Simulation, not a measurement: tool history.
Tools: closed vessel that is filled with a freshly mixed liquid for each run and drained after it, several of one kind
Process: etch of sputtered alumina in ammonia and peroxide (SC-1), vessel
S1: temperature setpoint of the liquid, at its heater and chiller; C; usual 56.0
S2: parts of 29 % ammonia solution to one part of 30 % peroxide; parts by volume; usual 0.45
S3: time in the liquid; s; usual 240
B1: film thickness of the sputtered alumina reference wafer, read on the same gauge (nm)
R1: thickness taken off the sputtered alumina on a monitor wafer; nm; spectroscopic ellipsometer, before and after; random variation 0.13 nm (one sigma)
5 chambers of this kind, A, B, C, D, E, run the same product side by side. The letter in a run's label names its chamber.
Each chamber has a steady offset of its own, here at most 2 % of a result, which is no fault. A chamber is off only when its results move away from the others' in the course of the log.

{"run": "1A", "hour": 4.5, "S1": 56.0, "S2": 0.45, "S3": 240, "B1": 59.997, "R1": 14.554}
{"run": "2B", "hour": 9.5, "S1": 56.0, "S2": 0.45, "S3": 240, "B1": 59.999, "R1": 14.122}
{"run": "3D", "hour": 15.4, "S1": 56.0, "S2": 0.45, "S3": 240, "B1": 59.981, "R1": 14.912}
{"run": "4E", "hour": 20.2, "S1": 56.0, "S2": 0.45, "S3": 240, "B1": 59.992, "R1": 14.71}
{"run": "5C", "hour": 25.8, "S1": 56.0, "S2": 0.45, "S3": 240, "B1": 59.983, "R1": 14.658}
{"run": "6E", "hour": 29.3, "S1": 56.0, "S2": 0.45, "S3": 240, "B1": 59.991, "R1": 14.567}
{"run": "7B", "hour": 33.9, "S1": 56.0, "S2": 0.45, "S3": 240, "B1": 59.978, "R1": 14.15}
{"run": "8D", "hour": 40.5, "S1": 56.0, "S2": 0.45, "S3": 240, "B1": 60.018, "R1": 14.999}
{"hour": 40.8, "done": "chamber C: thermometer replaced"}
{"run": "9A", "hour": 45.7, "S1": 64.5, "S2": 0.45, "S3": 335, "B1": 59.996, "R1": 31.73}
{"run": "10C", "hour": 52.3, "S1": 64.5, "S2": 0.45, "S3": 335, "B1": 59.998, "R1": 31.584}
{"run": "11A", "hour": 58.6, "S1": 64.5, "S2": 0.45, "S3": 335, "B1": 59.986, "R1": 31.016}
{"run": "12C", "hour": 64.3, "S1": 64.5, "S2": 0.45, "S3": 335, "B1": 60.017, "R1": 31.464}
{"run": "13D", "hour": 70.9, "S1": 64.5, "S2": 0.45, "S3": 335, "B1": 59.998, "R1": 31.644}
{"run": "14B", "hour": 77.9, "S1": 56.0, "S2": 0.45, "S3": 240, "B1": 59.993, "R1": 14.483}
{"run": "15E", "hour": 82.2, "S1": 56.0, "S2": 0.45, "S3": 240, "B1": 59.993, "R1": 14.603}
{"run": "16D", "hour": 85.9, "S1": 56.0, "S2": 0.45, "S3": 240, "B1": 60.003, "R1": 14.582}
{"hour": 90.8, "done": "chamber C: new drum of ammonia solution connected"}
{"run": "17C", "hour": 92.0, "S1": 56.0, "S2": 0.45, "S3": 240, "B1": 60.005, "R1": 14.923}
{"run": "18B", "hour": 96.5, "S1": 61.0, "S2": 0.45, "S3": 125, "B1": 60.025, "R1": 9.8209}
{"run": "19E", "hour": 99.9, "S1": 61.0, "S2": 0.45, "S3": 125, "B1": 59.994, "R1": 9.7134}
{"run": "20A", "hour": 106.6, "S1": 61.0, "S2": 0.45, "S3": 125, "B1": 60.016, "R1": 9.6931}
{"hour": 107.0, "done": "chamber B: ammonia flow meter replaced"}
{"hour": 111.6, "done": "chamber D: new drum of ammonia solution connected"}
{"run": "21E", "hour": 113.2, "S1": 61.0, "S2": 0.45, "S3": 125, "B1": 60.008, "R1": 9.8635}
{"run": "22B", "hour": 116.9, "S1": 61.0, "S2": 0.45, "S3": 125, "B1": 59.985, "R1": 9.6548}
{"run": "23D", "hour": 122.3, "S1": 56.0, "S2": 0.45, "S3": 240, "B1": 60.011, "R1": 14.847}
{"run": "24C", "hour": 128.8, "S1": 56.0, "S2": 0.45, "S3": 240, "B1": 59.986, "R1": 14.835}
{"run": "25A", "hour": 136.1, "S1": 56.0, "S2": 0.45, "S3": 240, "B1": 60.021, "R1": 14.456}
{"run": "26E", "hour": 142.5, "S1": 56.0, "S2": 0.45, "S3": 240, "B1": 59.981, "R1": 14.403}
{"run": "27B", "hour": 145.7, "S1": 56.0, "S2": 0.45, "S3": 240, "B1": 59.99, "R1": 14.553}
{"run": "28A", "hour": 151.8, "S1": 56.0, "S2": 0.45, "S3": 240, "B1": 60.006, "R1": 14.531}
{"run": "29C", "hour": 156.8, "S1": 56.0, "S2": 0.45, "S3": 240, "B1": 59.979, "R1": 14.689}
{"run": "30D", "hour": 162.2, "S1": 56.0, "S2": 0.45, "S3": 240, "B1": 59.983, "R1": 14.483}
{"run": "31E", "hour": 165.4, "S1": 56.0, "S2": 0.45, "S3": 240, "B1": 60.03, "R1": 14.697}

Next, every chamber runs the same settings. What will each give?
{"run": "32A", "hour": 170.6, "S1": 56.0, "S2": 0.45, "S3": 350, "R1": "?"}
{"run": "32B", "hour": 170.6, "S1": 56.0, "S2": 0.45, "S3": 350, "R1": "?"}
{"run": "32C", "hour": 170.6, "S1": 56.0, "S2": 0.45, "S3": 350, "R1": "?"}
{"run": "32D", "hour": 170.6, "S1": 56.0, "S2": 0.45, "S3": 350, "R1": "?"}
{"run": "32E", "hour": 170.6, "S1": 56.0, "S2": 0.45, "S3": 350, "R1": "?"}

run=32A R1=20.9670
run=32B R1=20.6800
run=32C R1=21.4220
run=32D R1=21.5190
run=32E R1=21.1370
